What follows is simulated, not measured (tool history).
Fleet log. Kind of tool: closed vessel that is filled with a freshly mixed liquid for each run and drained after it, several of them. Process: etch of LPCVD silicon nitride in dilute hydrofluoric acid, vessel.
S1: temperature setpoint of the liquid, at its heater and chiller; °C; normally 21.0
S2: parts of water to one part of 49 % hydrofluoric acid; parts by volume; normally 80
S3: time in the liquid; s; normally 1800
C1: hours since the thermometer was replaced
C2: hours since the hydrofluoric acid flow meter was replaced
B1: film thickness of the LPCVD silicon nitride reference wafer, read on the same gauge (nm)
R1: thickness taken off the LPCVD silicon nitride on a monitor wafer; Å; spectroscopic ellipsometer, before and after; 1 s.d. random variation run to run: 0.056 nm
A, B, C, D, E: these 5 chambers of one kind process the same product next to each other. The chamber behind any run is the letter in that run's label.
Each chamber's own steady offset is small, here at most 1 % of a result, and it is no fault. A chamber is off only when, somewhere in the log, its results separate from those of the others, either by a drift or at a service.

| run | hour | S1 | S2 | S3 | C1 | C2 | B1 | R1 |
|---|---|---|---|---|---|---|---|---|
| 1B | 9.8 | 21.0 | 80 | 1800 | 70.4 | 1126.1 | 39.981 | 82.941 |
| 2C | 22.9 | 21.0 | 80 | 1800 | 1705.2 | 1368.4 | 39.994 | 83.514 |
| 3D | 31.0 | 21.0 | 80 | 1800 | 1591.5 | 1468.8 | 40.039 | 82.795 |
|  | 40.8 | chamber A: hydrofluoric acid flow meter replaced |
| 4E | 43.2 | 21.0 | 80 | 1800 | 525.8 | 131.8 | 39.948 | 83.339 |
| 5A | 56.4 | 21.0 | 80 | 1800 | 1996.4 | 15.7 | 39.969 | 82.887 |
| 6B | 63.8 | 21.0 | 45 | 2630 | 124.4 | 1180.1 | 39.929 | 212.940 |
| 7A | 73.7 | 21.0 | 45 | 2630 | 2013.7 | 33.0 | 40.076 | 212.010 |
|  | 82.1 | chamber D: hydrofluoric acid flow meter replaced |
| 8D | 84.3 | 21.0 | 45 | 2630 | 1644.8 | 2.3 | 39.949 | 209.800 |
| 9C | 94.0 | 21.0 | 45 | 2630 | 1776.3 | 1439.5 | 40.034 | 216.400 |
|  | 98.9 | chamber C: thermometer replaced |
| 10E | 101.4 | 21.0 | 45 | 2630 | 584.0 | 190.0 | 40.021 | 212.620 |
| 11E | 116.7 | 21.0 | 80 | 1800 | 599.3 | 205.3 | 40.025 | 84.975 |
| 12C | 127.3 | 21.0 | 80 | 1800 | 28.4 | 1472.8 | 40.006 | 83.119 |
| 13D | 142.3 | 21.0 | 80 | 1800 | 1702.8 | 60.3 | 39.990 | 83.287 |
| 14B | 156.6 | 21.0 | 80 | 1800 | 217.2 | 1272.9 | 40.012 | 82.373 |
| 15A | 165.6 | 21.0 | 80 | 1800 | 2105.6 | 124.9 | 39.972 | 82.091 |
| 16B | 178.9 | 17.0 | 105 | 1800 | 239.5 | 1295.2 | 39.985 | 48.795 |
| 17E | 189.4 | 17.0 | 105 | 1800 | 672.0 | 278.0 | 39.941 | 50.096 |
| 18D | 202.7 | 17.0 | 105 | 1800 | 1763.2 | 120.7 | 39.985 | 47.915 |
| 19A | 217.6 | 17.0 | 105 | 1800 | 2157.6 | 176.9 | 40.023 | 48.087 |
| 20C | 225.7 | 17.0 | 105 | 1800 | 126.8 | 1571.2 | 39.954 | 48.841 |
|  | 233.1 | chamber C: hydrofluoric acid flow meter replaced |
| 21D | 239.0 | 21.0 | 80 | 1800 | 1799.5 | 157.0 | 39.980 | 82.249 |
| 22A | 246.3 | 21.0 | 80 | 1800 | 2186.3 | 205.6 | 39.987 | 83.136 |
| 23E | 258.9 | 21.0 | 80 | 1800 | 741.5 | 347.5 | 40.004 | 87.709 |
| 24B | 274.8 | 21.0 | 80 | 1800 | 335.4 | 1391.1 | 40.007 | 84.037 |
| 25C | 285.7 | 21.0 | 80 | 1800 | 186.8 | 52.7 | 39.978 | 83.588 |
| 26D | 299.8 | 21.0 | 80 | 1800 | 1860.3 | 217.8 | 40.038 | 83.142 |
| 27E | 308.8 | 21.0 | 80 | 1800 | 791.4 | 397.4 | 40.000 | 89.858 |
| 28B | 317.2 | 21.0 | 80 | 1800 | 377.8 | 1433.5 | 40.017 | 82.997 |
| 29C | 326.4 | 21.0 | 80 | 1800 | 227.5 | 93.4 | 40.000 | 83.598 |
| 30A | 334.1 | 21.0 | 80 | 1800 | 2274.1 | 293.4 | 40.032 | 82.663 |
| 31B | 342.2 | 21.0 | 80 | 1800 | 402.8 | 1458.5 | 40.001 | 83.009 |

Has any chamber moved away from the others, gradually or after a service, or does the common gauge drift, or do the chambers differ only by their own small steady offsets? State the chamber and the most likely cause if one applies.

Chamber E drifts away from the others.
Most likely cause: liquid hotter than its thermometer reads (K) = 1.14.
It could be hard to tell apart here from: hydrofluoric acid flow above the setpoint (%).

Chamber E could run next with any of the 4 candidate recipes listed below; each alters the usual settings, and their results appear as question marks. Which one brings its results back in line with what the other chambers deliver on the usual settings?
In-line tolerance around the mean of the other chambers on the usual settings: R1 1.900 Å
| 32E-1 | 353.5 | 21.0 | 80 | 1725 |  |  |  | ? |
| 32E-2 | 353.5 | 21.5 | 80 | 1900 |  |  |  | ? |
| 32E-3 | 353.5 | 21.0 | 80 | 1870 |  |  |  | ? |
| 32E-4 | 353.5 | 20.5 | 80 | 1705 |  |  |  | ? |

Mean of the other chambers on the usual settings: R1 82.950 Å
| run | R1 |
|---|---|
| 32E-1 | 86.327 |
| 32E-2 | 98.341 |
| 32E-3 | 93.584 |
| 32E-4 | 82.434 |
With 32E-4, the chamber falls back in line with the rest.

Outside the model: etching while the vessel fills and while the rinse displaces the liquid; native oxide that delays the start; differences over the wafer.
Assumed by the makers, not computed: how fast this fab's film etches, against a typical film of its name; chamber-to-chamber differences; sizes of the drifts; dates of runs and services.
